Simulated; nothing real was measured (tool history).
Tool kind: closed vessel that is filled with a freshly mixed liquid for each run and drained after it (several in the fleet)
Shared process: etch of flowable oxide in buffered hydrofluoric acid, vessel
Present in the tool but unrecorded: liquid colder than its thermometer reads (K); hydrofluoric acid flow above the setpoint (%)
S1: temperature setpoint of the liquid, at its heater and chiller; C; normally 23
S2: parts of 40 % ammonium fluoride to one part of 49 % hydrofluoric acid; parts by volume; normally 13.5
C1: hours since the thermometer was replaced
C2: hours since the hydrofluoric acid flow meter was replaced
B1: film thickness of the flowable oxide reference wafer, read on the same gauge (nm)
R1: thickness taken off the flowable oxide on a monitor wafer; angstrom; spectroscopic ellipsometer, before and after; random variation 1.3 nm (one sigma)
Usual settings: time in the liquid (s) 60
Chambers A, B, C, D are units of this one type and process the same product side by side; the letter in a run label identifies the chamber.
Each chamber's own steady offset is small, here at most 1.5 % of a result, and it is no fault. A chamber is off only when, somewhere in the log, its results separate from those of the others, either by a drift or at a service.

run 1A hour=9.1 | S1=23 S2=13.5 time_in_the_liquid_(s)=60 | C1=1999.8 C2=1318.1 | B1=100.01 | R1=1354.4
run 2D hour=18.1 | S1=23 S2=13.5 time_in_the_liquid_(s)=60 | C1=1831.2 C2=57 | B1=100 | R1=1323.7
run 3C hour=24.7 | S1=23 S2=13.5 time_in_the_liquid_(s)=60 | C1=1859.6 C2=54.7 | B1=100.03 | R1=1347.4
run 4B hour=31.1 | S1=23 S2=13.5 time_in_the_liquid_(s)=60 | C1=777 C2=580.2 | B1=99.979 | R1=1331.3
run 5B hour=38.5 | S1=23 S2=13.5 time_in_the_liquid_(s)=60 | C1=784.4 C2=587.6 | B1=99.997 | R1=1327
run 6D hour=45.4 | S1=21 S2=13.5 time_in_the_liquid_(s)=75 | C1=1858.5 C2=84.3 | B1=99.974 | R1=1476.5
-- hour=45.6 chamber B: hydrofluoric acid flow meter replaced
run 7A hour=52.4 | S1=21 S2=13.5 time_in_the_liquid_(s)=75 | C1=2043.1 C2=1361.4 | B1=99.997 | R1=1522.7
run 8C hour=62.7 | S1=21 S2=13.5 time_in_the_liquid_(s)=75 | C1=1897.6 C2=92.7 | B1=99.99 | R1=1461.7
run 9A hour=71.4 | S1=21 S2=13.5 time_in_the_liquid_(s)=75 | C1=2062.1 C2=1380.4 | B1=100 | R1=1507.9
run 10B hour=80.6 | S1=23 S2=13.5 time_in_the_liquid_(s)=60 | C1=826.5 C2=35.1 | B1=100.03 | R1=1353.4
run 11C hour=87 | S1=23 S2=13.5 time_in_the_liquid_(s)=60 | C1=1921.9 C2=117 | B1=99.996 | R1=1292.2
run 12D hour=97.1 | S1=23 S2=17 time_in_the_liquid_(s)=60 | C1=1910.2 C2=136 | B1=100.03 | R1=1073.8
run 13A hour=102 | S1=23 S2=17 time_in_the_liquid_(s)=60 | C1=2092.7 C2=1411 | B1=99.967 | R1=1096.5
run 14B hour=109.1 | S1=23 S2=17 time_in_the_liquid_(s)=60 | C1=855 C2=63.6 | B1=100.03 | R1=1087.5
run 15C hour=114.3 | S1=23 S2=17 time_in_the_liquid_(s)=60 | C1=1949.2 C2=144.3 | B1=99.99 | R1=1042.8
run 16D hour=120.6 | S1=23 S2=10 time_in_the_liquid_(s)=60 | C1=1933.7 C2=159.5 | B1=100 | R1=1792
run 17C hour=130 | S1=23 S2=10 time_in_the_liquid_(s)=60 | C1=1964.9 C2=160 | B1=100.02 | R1=1767.9
run 18A hour=135.8 | S1=23 S2=10 time_in_the_liquid_(s)=60 | C1=2126.5 C2=1444.8 | B1=100.01 | R1=1827
run 19D hour=141.7 | S1=23 S2=10 time_in_the_liquid_(s)=60 | C1=1954.8 C2=180.6 | B1=100.02 | R1=1817.6
run 20B hour=150.9 | S1=23 S2=13.5 time_in_the_liquid_(s)=40 | C1=896.8 C2=105.4 | B1=99.984 | R1=900.17
run 21D hour=158.3 | S1=23 S2=13.5 time_in_the_liquid_(s)=40 | C1=1971.4 C2=197.2 | B1=100.01 | R1=889.93
run 22A hour=165.6 | S1=23 S2=13.5 time_in_the_liquid_(s)=40 | C1=2156.3 C2=1474.6 | B1=99.98 | R1=900.49
run 23C hour=176.1 | S1=23 S2=13.5 time_in_the_liquid_(s)=40 | C1=2011 C2=206.1 | B1=100.02 | R1=873.91
run 24B hour=184.3 | S1=23 S2=13.5 time_in_the_liquid_(s)=60 | C1=930.2 C2=138.8 | B1=100.01 | R1=1332
run 25D hour=194.2 | S1=23 S2=13.5 time_in_the_liquid_(s)=60 | C1=2007.3 C2=233.1 | B1=99.981 | R1=1338.3
run 26A hour=199.1 | S1=20 S2=13.5 time_in_the_liquid_(s)=75 | C1=2189.8 C2=1508.1 | B1=100.01 | R1=1376.9
run 27B hour=210 | S1=20 S2=13.5 time_in_the_liquid_(s)=75 | C1=955.9 C2=164.5 | B1=99.999 | R1=1418.9
run 28C hour=215.8 | S1=20 S2=13.5 time_in_the_liquid_(s)=75 | C1=2050.7 C2=245.8 | B1=100 | R1=1379.4
run 29D hour=225.5 | S1=20 S2=13.5 time_in_the_liquid_(s)=75 | C1=2038.6 C2=264.4 | B1=99.999 | R1=1413.8
run 30B hour=235 | S1=27.5 S2=18.5 time_in_the_liquid_(s)=60 | C1=980.9 C2=189.5 | B1=100.01 | R1=1250.6
run 31A hour=244.7 | S1=27.5 S2=18.5 time_in_the_liquid_(s)=60 | C1=2235.4 C2=1553.7 | B1=100.01 | R1=1196.7
run 32C hour=254.3 | S1=27.5 S2=18.5 time_in_the_liquid_(s)=60 | C1=2089.2 C2=284.3 | B1=99.993 | R1=1232.5
run 33C hour=264.5 | S1=27.5 S2=18.5 time_in_the_liquid_(s)=60 | C1=2099.4 C2=294.5 | B1=99.987 | R1=1228.3
run 34D hour=270.7 | S1=23 S2=13.5 time_in_the_liquid_(s)=60 | C1=2083.8 C2=309.6 | B1=99.99 | R1=1336.5
run 35A hour=278.7 | S1=23 S2=13.5 time_in_the_liquid_(s)=60 | C1=2269.4 C2=1587.7 | B1=100.01 | R1=1277.4
run 36B hour=287 | S1=23 S2=13.5 time_in_the_liquid_(s)=60 | C1=1032.9 C2=241.5 | B1=100 | R1=1312.2
run 37D hour=297.5 | S1=23 S2=13.5 time_in_the_liquid_(s)=60 | C1=2110.6 C2=336.4 | B1=100.03 | R1=1326.1
run 38B hour=306.5 | S1=23 S2=13.5 time_in_the_liquid_(s)=60 | C1=1052.4 C2=261 | B1=99.995 | R1=1359.2
run 39C hour=313.5 | S1=23 S2=13.5 time_in_the_liquid_(s)=60 | C1=2148.4 C2=343.5 | B1=100.04 | R1=1333.7
run 40A hour=320.3 | S1=23 S2=13.5 time_in_the_liquid_(s)=60 | C1=2311 C2=1629.3 | B1=99.981 | R1=1232.7

One chamber off, gauge drift, or nothing amiss beyond the chambers' own small offsets? If it is a chamber, which one, and what is the likeliest cause?

One chamber, A, drifts off from the rest bit by bit.
Likeliest cause: liquid colder than its thermometer reads (K) = 1.94.
With only this log, it may be confused with: hydrofluoric acid flow below the setpoint (%).

Below are 4 candidate recipes for chamber A's next run, each the usual settings with a change, their results shown as question marks. Which of them brings A's results back in line with what the other chambers give on the usual settings?
In-line tolerance around the mean of the other chambers on the usual settings: R1 47 angstrom
run 41A-1 hour=328.5 | S1=23 S2=13 time_in_the_liquid_(s)=60 | R1=?
run 41A-2 hour=328.5 | S1=23 S2=13.5 time_in_the_liquid_(s)=65 | R1=?
run 41A-3 hour=328.5 | S1=23 S2=13.5 time_in_the_liquid_(s)=55 | R1=?
run 41A-4 hour=328.5 | S1=23 S2=14 time_in_the_liquid_(s)=60 | R1=?

Other chambers, usual settings, mean: R1 1331.5 angstrom
run=41A-1 R1=1267.3
run=41A-2 R1=1323.8
run=41A-3 R1=1120.1
run=41A-4 R1=1179.8
The answer is 41A-2, which returns the chamber to within the allowed miss of the others.

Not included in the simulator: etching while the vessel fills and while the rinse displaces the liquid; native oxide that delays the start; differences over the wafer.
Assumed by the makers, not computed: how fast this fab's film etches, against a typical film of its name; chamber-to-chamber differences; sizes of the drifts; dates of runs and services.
